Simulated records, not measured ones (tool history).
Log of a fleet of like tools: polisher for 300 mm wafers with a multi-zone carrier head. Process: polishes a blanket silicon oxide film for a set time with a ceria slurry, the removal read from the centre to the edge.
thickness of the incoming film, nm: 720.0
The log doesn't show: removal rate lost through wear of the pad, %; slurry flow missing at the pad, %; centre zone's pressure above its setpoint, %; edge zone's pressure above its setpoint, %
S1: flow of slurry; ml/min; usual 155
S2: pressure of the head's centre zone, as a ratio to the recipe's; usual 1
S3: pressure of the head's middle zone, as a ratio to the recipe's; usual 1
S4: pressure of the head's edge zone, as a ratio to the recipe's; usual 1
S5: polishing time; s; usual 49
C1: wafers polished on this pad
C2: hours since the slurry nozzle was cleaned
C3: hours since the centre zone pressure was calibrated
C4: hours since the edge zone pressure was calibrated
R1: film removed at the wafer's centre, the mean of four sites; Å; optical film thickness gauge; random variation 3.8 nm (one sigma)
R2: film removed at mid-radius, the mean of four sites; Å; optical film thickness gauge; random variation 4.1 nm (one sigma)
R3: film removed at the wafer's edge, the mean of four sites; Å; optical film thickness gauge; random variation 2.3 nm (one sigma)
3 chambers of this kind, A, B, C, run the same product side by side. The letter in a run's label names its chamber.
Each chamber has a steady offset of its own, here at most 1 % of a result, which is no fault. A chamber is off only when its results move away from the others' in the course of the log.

run   hour   S1  S2    S3    S4  S5    C1     C2     C3      C4      R1      R2      R3
 1A    6.7  155   1     1     1  49   349    229  626.9   353.8  2907.6  2815.9  2821.4
       9.5  -- chamber A: slurry nozzle cleaned
 2B   12.1  155   1     1     1  49   470  492.1  463.9  1027.8  2826.3  2797.7  2832.3
 3C   20.1  155   1     1     1  49   900   99.4  428.1   508.7  2805.4  2789.9  2845.2
 4A   26.3  155   1     1     1  49   624   16.8  646.5   373.4  2778.9  2895.9  2827.6
 5B   35.9  155   1     1     1  49   803  515.9  487.7  1051.6  2819.6  2811.2  2822.7
 6C   44.6  155   1     1     1  49  1243  123.9  452.6   533.2  2887.3  2819.1  2783.8
 7C   50.6  155   1     1     1  49  1328  129.9  458.6   539.2    2884  2800.1    2828
      55.5  -- chamber C: worn pad replaced by a new one
      59.9  -- chamber A: worn pad replaced by a new one
 8B     60  155   1     1     1  49  1141    540  511.8  1075.7    2796  2856.6  2849.2
 9A   68.3  155   1     1     1  49   118   58.8  688.5   415.4  2839.4  2755.9  2796.9
10B   77.2  155   1     1     1  49  1382  557.2    529  1092.9  2818.9  2846.1  2816.6
11C   85.4  155   1     1     1  49   420  164.7  493.4     574  2830.1  2772.3  2790.1
12A   95.2  155   1     1     1  49   495   85.7  715.4   442.3    2830  2808.7  2817.4
13C  102.9  155   1     1     1  49   665  182.2  510.9   591.5  2799.2  2818.6  2751.6
14A  107.3  155   1     1     1  49   665   97.8  727.5   454.4  2764.4  2844.5    2785
15B  113.6  155   1     1     1  49  1893  593.6  565.4  1129.3  2784.2  2671.3  2757.2
     116.2  -- chamber C: centre zone pressure recalibrated
16B  118.1  155   1     1     1  49  1956  598.1  569.9  1133.8  2667.7  2708.8  2748.2
17A    125  155   1  1.09     1  49   913  115.5  745.2   472.1  2797.2  3070.4  2770.3
     129.4  -- chamber A: worn pad replaced by a new one
18C  134.4  155   1  1.09     1  49  1107  213.7   18.2     623  2734.4  3057.9  2815.6
     139.1  -- chamber A: centre zone pressure recalibrated
19B  142.5  155   1  1.09     1  49  2298  622.5  594.3  1158.2  2693.7  2916.2  2712.6
20A  147.2  155   1     1  1.09  37   250  137.7    8.2   494.3  2088.3  2155.9  2218.6
     148.4  -- chamber C: worn pad replaced by a new one
21C  152.4  155   1     1  1.09  37    57  231.7   36.2     641  2186.2  2145.2  2240.5
22B  159.6  155   1     1  1.09  37  2538  639.6  611.4  1175.3  2040.5  1989.8  2122.2
     166.3  -- chamber B: slurry nozzle cleaned
23A  169.3  155   1     1     1  49   560  159.8   30.3   516.4  2844.7  2823.4  2813.9
24C  175.5  155   1  0.94  0.94  49   381  254.8   59.3   664.1  2915.6  2686.4  2732.8
25B  182.6  155   1  0.94  0.94  49  2860   16.3  634.4  1198.3  2573.8  2538.6  2520.2
26C  187.3  155   1  0.94  0.94  49   546  266.6   71.1   675.9    2775  2652.1  2687.3
27A  194.1  155   1     1     1  49   907  184.6   55.1   541.2  2740.6  2850.6  2813.3

Is one chamber off against the others, does the gauge drift, or is nothing wrong? If a chamber is off, say which, and what the likeliest cause is.

Chamber B drifts away from the others.
Cause: removal rate lost through wear of the pad, % = 8.01.

Here are 4 candidates for chamber B's next run, each the usual settings with a change, their results left as question marks. Which one brings its results back in line with what the others give on the usual settings?
In line means no further than this from the other chambers' mean on the usual settings: R1 130 Å; R2 140 Å; R3 78 Å
28B-1  201.2  160  1.01  1.01   1  53                   ?   ?   ?
28B-2  201.2  155     1     1   1  48                   ?   ?   ?
28B-3  201.2  155     1     1   1  50                   ?   ?   ?
28B-4  201.2  150  0.99     1   1  46                   ?   ?   ?

The other chambers' mean on the usual settings: R1 2827.9 Å; R2 2825.3 Å; R3 2805.2 Å
  run      R1      R2      R3
28B-1  2872.6  2857.9    2820
28B-2  2556.5  2550.2  2543.5
28B-3  2663.1  2656.4  2649.5
28B-4  2406.4  2428.8  2426.5
28B-1 brings the chamber back in line.

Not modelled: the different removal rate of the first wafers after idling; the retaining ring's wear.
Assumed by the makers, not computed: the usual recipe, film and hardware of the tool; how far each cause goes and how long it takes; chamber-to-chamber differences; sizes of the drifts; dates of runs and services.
